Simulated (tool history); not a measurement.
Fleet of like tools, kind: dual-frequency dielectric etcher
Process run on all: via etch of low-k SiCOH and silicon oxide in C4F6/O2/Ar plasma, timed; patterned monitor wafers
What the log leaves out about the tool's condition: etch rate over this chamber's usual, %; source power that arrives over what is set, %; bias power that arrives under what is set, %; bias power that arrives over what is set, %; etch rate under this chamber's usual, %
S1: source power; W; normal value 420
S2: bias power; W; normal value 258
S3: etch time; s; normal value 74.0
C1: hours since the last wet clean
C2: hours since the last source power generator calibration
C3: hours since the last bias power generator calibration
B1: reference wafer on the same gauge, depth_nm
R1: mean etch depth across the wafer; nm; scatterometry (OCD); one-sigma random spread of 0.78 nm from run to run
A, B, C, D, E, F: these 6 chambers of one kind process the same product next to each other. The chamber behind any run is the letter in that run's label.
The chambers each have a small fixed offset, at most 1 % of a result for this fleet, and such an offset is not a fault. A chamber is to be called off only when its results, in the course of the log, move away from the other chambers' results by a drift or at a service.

Run 1F, day 0.288: usual settings; C1 74.1; C2 996.8; C3 3317.0; B1 233.01. Result: R1 239.04 nm.
Run 2B, day 0.550: usual settings; C1 102.1; C2 2837.8; C3 533.7; B1 233.16. Result: R1 235.31 nm.
At day 0.738: chamber C: wet clean of the chamber.
Run 3A, day 0.888: usual settings; C1 130.1; C2 2873.9; C3 1348.6; B1 232.86. Result: R1 237.40 nm.
Run 4C, day 1.196: usual settings; C1 11.1; C2 571.5; C3 1962.6; B1 232.92. Result: R1 236.56 nm.
Run 5D, day 1.408: usual settings; C1 206.2; C2 1551.9; C3 1035.7; B1 232.95. Result: R1 234.48 nm.
Run 6E, day 1.825: usual settings; C1 294.2; C2 1380.4; C3 293.6; B1 233.00. Result: R1 237.09 nm.
Run 7C, day 2.092: usual settings; C1 32.6; C2 593.0; C3 1984.1; B1 233.08. Result: R1 236.26 nm.
Run 8B, day 2.471: usual settings; C1 148.2; C2 2883.9; C3 579.8; B1 233.10. Result: R1 234.98 nm.
Run 9F, day 2.721: usual settings; C1 132.5; C2 1055.2; C3 3375.4; B1 232.92. Result: R1 238.04 nm.
Run 10E, day 2.996: usual settings; C1 322.3; C2 1408.5; C3 321.7; B1 233.02. Result: R1 236.48 nm.
Run 11D, day 3.312: usual settings; C1 251.9; C2 1597.6; C3 1081.4; B1 233.02. Result: R1 236.04 nm.
Run 12A, day 3.500: usual settings; C1 192.8; C2 2936.6; C3 1411.3; B1 232.95. Result: R1 239.27 nm.
Run 13D, day 3.929: usual settings; C1 266.7; C2 1612.4; C3 1096.2; B1 233.14. Result: R1 237.07 nm.
Run 14C, day 4.229: usual settings; C1 83.9; C2 644.3; C3 2035.4; B1 232.94. Result: R1 236.74 nm.
Run 15A, day 4.617: usual settings; C1 219.6; C2 2963.4; C3 1438.1; B1 233.01. Result: R1 239.56 nm.
Run 16B, day 4.871: usual settings but S1 500 W, S3 55.5 s; C1 205.8; C2 2941.5; C3 637.4; B1 232.87. Result: R1 188.98 nm.
Run 17E, day 5.100: usual settings but S1 500 W, S3 55.5 s; C1 372.8; C2 1459.0; C3 372.2; B1 233.15. Result: R1 191.22 nm.
Run 18F, day 5.525: usual settings but S1 500 W, S3 55.5 s; C1 199.8; C2 1122.5; C3 3442.7; B1 233.16. Result: R1 190.10 nm.
Run 19E, day 5.738: usual settings but S1 500 W, S3 55.5 s; C1 388.1; C2 1474.3; C3 387.5; B1 232.98. Result: R1 189.23 nm.
Run 20A, day 6.050: usual settings but S1 500 W, S3 55.5 s; C1 254.0; C2 2997.8; C3 1472.5; B1 232.99. Result: R1 190.78 nm.
Run 21D, day 6.458: usual settings but S1 500 W, S3 55.5 s; C1 327.4; C2 1673.1; C3 1156.9; B1 232.91. Result: R1 188.36 nm.
Run 22B, day 6.875: usual settings; C1 253.9; C2 2989.6; C3 685.5; B1 232.85. Result: R1 234.00 nm.
Run 23F, day 7.171: usual settings; C1 239.3; C2 1162.0; C3 3482.2; B1 232.98. Result: R1 238.38 nm.
Run 24C, day 7.546: usual settings but S2 239 W; C1 163.5; C2 723.9; C3 2115.0; B1 233.03. Result: R1 230.55 nm.
Run 25B, day 7.946: usual settings but S2 239 W; C1 279.6; C2 3015.3; C3 711.2; B1 233.04. Result: R1 230.16 nm.
Run 26E, day 8.283: usual settings but S2 239 W; C1 449.2; C2 1535.4; C3 448.6; B1 233.01. Result: R1 228.19 nm.
Run 27A, day 8.696: usual settings but S2 239 W; C1 317.5; C2 3061.3; C3 1536.0; B1 233.23. Result: R1 230.91 nm.
Run 28C, day 8.925: usual settings but S2 239 W; C1 196.6; C2 757.0; C3 2148.1; B1 233.02. Result: R1 230.89 nm.
Run 29F, day 9.192: usual settings but S2 239 W; C1 287.8; C2 1210.5; C3 3530.7; B1 233.09. Result: R1 233.43 nm.
Run 30D, day 9.375: usual settings; C1 397.4; C2 1743.1; C3 1226.9; B1 233.12. Result: R1 235.98 nm.
Run 31A, day 9.792: usual settings; C1 343.8; C2 3087.6; C3 1562.3; B1 233.15. Result: R1 238.24 nm.
Run 32D, day 10.067: usual settings; C1 414.0; C2 1759.7; C3 1243.5; B1 232.99. Result: R1 234.71 nm.
Run 33B, day 10.458: usual settings; C1 339.9; C2 3075.6; C3 771.5; B1 232.98. Result: R1 236.24 nm.
Run 34F, day 10.850: usual settings; C1 327.6; C2 1250.3; C3 3570.5; B1 233.17. Result: R1 237.69 nm.
Run 35E, day 11.250: usual settings; C1 520.4; C2 1606.6; C3 519.8; B1 233.00. Result: R1 229.47 nm.
Run 36C, day 11.629: usual settings; C1 261.5; C2 821.9; C3 2213.0; B1 232.90. Result: R1 236.90 nm.
Run 37B, day 12.033: usual settings; C1 377.7; C2 3113.4; C3 809.3; B1 233.00. Result: R1 236.16 nm.
Run 38C, day 12.229: usual settings; C1 275.9; C2 836.3; C3 2227.4; B1 232.97. Result: R1 236.51 nm.
Run 39A, day 12.646: usual settings; C1 412.3; C2 3156.1; C3 1630.8; B1 233.18. Result: R1 237.85 nm.
Run 40D, day 12.867: usual settings; C1 481.2; C2 1826.9; C3 1310.7; B1 233.01. Result: R1 235.54 nm.
Run 41F, day 13.229: usual settings; C1 384.7; C2 1307.4; C3 3627.6; B1 233.04. Result: R1 239.45 nm.
Run 42E, day 13.546: usual settings; C1 575.5; C2 1661.7; C3 574.9; B1 232.82. Result: R1 226.93 nm.

For the next run the whole fleet of 6 chambers uses the same settings. Give each chamber's results:
Run 43A, day 13.854: usual settings. Result: R1 ?.
Run 43B, day 13.854: usual settings. Result: R1 ?.
Run 43C, day 13.854: usual settings. Result: R1 ?.
Run 43D, day 13.854: usual settings. Result: R1 ?.
Run 43E, day 13.854: usual settings. Result: R1 ?.
Run 43F, day 13.854: usual settings. Result: R1 ?.

run      R1
43A  238.87
43B  235.51
43C  236.89
43D  234.72
43E  227.53
43F  238.46
